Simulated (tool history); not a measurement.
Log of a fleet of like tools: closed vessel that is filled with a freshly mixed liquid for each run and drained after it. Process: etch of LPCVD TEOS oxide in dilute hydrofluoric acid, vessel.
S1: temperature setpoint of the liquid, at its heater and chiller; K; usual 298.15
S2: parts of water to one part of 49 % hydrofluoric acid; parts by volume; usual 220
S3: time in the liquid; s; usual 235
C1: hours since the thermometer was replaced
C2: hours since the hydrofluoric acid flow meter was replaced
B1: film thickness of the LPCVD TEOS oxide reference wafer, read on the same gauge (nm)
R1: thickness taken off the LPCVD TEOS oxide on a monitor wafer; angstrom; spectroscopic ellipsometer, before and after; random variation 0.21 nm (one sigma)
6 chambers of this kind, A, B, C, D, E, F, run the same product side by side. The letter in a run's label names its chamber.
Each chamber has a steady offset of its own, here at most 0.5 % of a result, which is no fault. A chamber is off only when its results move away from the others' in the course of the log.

Run 1F, hour 11.9: usual settings; C1 246.1; C2 520.6; B1 80.009. Result: R1 300.76 angstrom.
Run 2D, hour 25.7: usual settings; C1 263.4; C2 276.3; B1 79.983. Result: R1 298.33 angstrom.
Run 3B, hour 35.2: usual settings; C1 35.7; C2 383.3; B1 79.997. Result: R1 297.83 angstrom.
Run 4E, hour 41.9: usual settings; C1 474.3; C2 618.4; B1 80.020. Result: R1 299.44 angstrom.
Run 5C, hour 56.3: usual settings; C1 435.6; C2 1070.5; B1 79.991. Result: R1 298.75 angstrom.
At hour 70.4: chamber C: hydrofluoric acid flow meter replaced.
Run 6A, hour 71.9: usual settings; C1 810.2; C2 1237.8; B1 79.989. Result: R1 294.06 angstrom.
Run 7D, hour 86.6: usual settings; C1 324.3; C2 337.2; B1 79.996. Result: R1 292.97 angstrom.
Run 8F, hour 100.4: usual settings; C1 334.6; C2 609.1; B1 80.007. Result: R1 297.17 angstrom.
Run 9B, hour 113.1: usual settings; C1 113.6; C2 461.2; B1 80.024. Result: R1 296.04 angstrom.
Run 10A, hour 120.0: usual settings; C1 858.3; C2 1285.9; B1 79.977. Result: R1 297.96 angstrom.
Run 11C, hour 134.2: usual settings; C1 513.5; C2 63.8; B1 79.988. Result: R1 299.68 angstrom.
Run 12E, hour 147.1: usual settings; C1 579.5; C2 723.6; B1 80.016. Result: R1 296.41 angstrom.
Run 13B, hour 155.9: usual settings; C1 156.4; C2 504.0; B1 79.987. Result: R1 298.51 angstrom.
Run 14C, hour 171.0: usual settings; C1 550.3; C2 100.6; B1 79.994. Result: R1 296.92 angstrom.
Run 15A, hour 185.6: usual settings; C1 923.9; C2 1351.5; B1 79.994. Result: R1 297.88 angstrom.
Run 16D, hour 199.7: usual settings; C1 437.4; C2 450.3; B1 79.994. Result: R1 293.68 angstrom.
Run 17E, hour 211.2: usual settings; C1 643.6; C2 787.7; B1 79.992. Result: R1 296.01 angstrom.
At hour 214.2: chamber A: thermometer replaced.
Run 18F, hour 221.8: usual settings; C1 456.0; C2 730.5; B1 79.995. Result: R1 299.84 angstrom.
At hour 233.8: chamber D: hydrofluoric acid flow meter replaced.
Run 19F, hour 233.9: usual settings; C1 468.1; C2 742.6; B1 79.998. Result: R1 297.85 angstrom.
Run 20A, hour 248.2: usual settings but S2 125 parts by volume, S3 305 s; C1 34.0; C2 1414.1; B1 80.000. Result: R1 750.74 angstrom.
Run 21C, hour 259.7: usual settings but S2 125 parts by volume, S3 305 s; C1 639.0; C2 189.3; B1 79.992. Result: R1 749.75 angstrom.
Run 22D, hour 268.7: usual settings but S2 125 parts by volume, S3 305 s; C1 506.4; C2 35.0; B1 80.016. Result: R1 774.64 angstrom.
Run 23E, hour 280.3: usual settings but S2 125 parts by volume, S3 305 s; C1 712.7; C2 856.8; B1 79.988. Result: R1 769.46 angstrom.
Run 24B, hour 289.7: usual settings but S2 125 parts by volume, S3 305 s; C1 290.2; C2 637.8; B1 79.984. Result: R1 750.53 angstrom.
Run 25A, hour 301.1: usual settings but S2 125 parts by volume, S3 305 s; C1 86.9; C2 1467.0; B1 80.012. Result: R1 765.02 angstrom.
Run 26F, hour 310.8: usual settings; C1 545.0; C2 819.5; B1 80.009. Result: R1 296.80 angstrom.
Run 27D, hour 318.7: usual settings; C1 556.4; C2 85.0; B1 79.985. Result: R1 297.27 angstrom.
Run 28B, hour 333.1: usual settings; C1 333.6; C2 681.2; B1 79.974. Result: R1 287.44 angstrom.
Run 29E, hour 342.6: usual settings; C1 775.0; C2 919.1; B1 79.992. Result: R1 296.09 angstrom.
Run 30C, hour 349.4: usual settings; C1 728.7; C2 279.0; B1 79.997. Result: R1 301.50 angstrom.
Run 31E, hour 360.1: usual settings; C1 792.5; C2 936.6; B1 79.965. Result: R1 296.71 angstrom.
Run 32F, hour 369.5: usual settings; C1 603.7; C2 878.2; B1 79.996. Result: R1 299.90 angstrom.
Run 33C, hour 378.9: usual settings; C1 758.2; C2 308.5; B1 80.003. Result: R1 297.00 angstrom.
Run 34A, hour 391.2: usual settings; C1 177.0; C2 1557.1; B1 79.996. Result: R1 300.92 angstrom.
Run 35B, hour 402.8: usual settings; C1 403.3; C2 750.9; B1 79.987. Result: R1 280.36 angstrom.
Run 36D, hour 417.6: usual settings but S1 296.65 K, S3 345 s; C1 655.3; C2 183.9; B1 80.001. Result: R1 412.53 angstrom.
Run 37B, hour 429.4: usual settings but S1 296.65 K, S3 345 s; C1 429.9; C2 777.5; B1 79.999. Result: R1 387.36 angstrom.
Run 38E, hour 438.2: usual settings but S1 296.65 K, S3 345 s; C1 870.6; C2 1014.7; B1 79.983. Result: R1 416.90 angstrom.
Run 39D, hour 452.3: usual settings but S1 296.65 K, S3 345 s; C1 690.0; C2 218.6; B1 80.004. Result: R1 415.56 angstrom.
Run 40F, hour 467.0: usual settings but S1 296.65 K, S3 345 s; C1 701.2; C2 975.7; B1 79.982. Result: R1 415.38 angstrom.
Run 41A, hour 480.0: usual settings but S1 296.65 K, S3 345 s; C1 265.8; C2 1645.9; B1 80.008. Result: R1 412.68 angstrom.
Run 42C, hour 488.7: usual settings; C1 868.0; C2 418.3; B1 80.005. Result: R1 298.67 angstrom.

Next, every chamber runs the same settings. What will each give?
Run 43A, hour 499.9: usual settings but S3 155 s. Result: R1 ?.
Run 43B, hour 499.9: usual settings but S3 155 s. Result: R1 ?.
Run 43C, hour 499.9: usual settings but S3 155 s. Result: R1 ?.
Run 43D, hour 499.9: usual settings but S3 155 s. Result: R1 ?.
Run 43E, hour 499.9: usual settings but S3 155 s. Result: R1 ?.
Run 43F, hour 499.9: usual settings but S3 155 s. Result: R1 ?.

run      R1
43A  196.34
43B  180.49
43C  195.76
43D  193.52
43E  197.50
43F  195.40
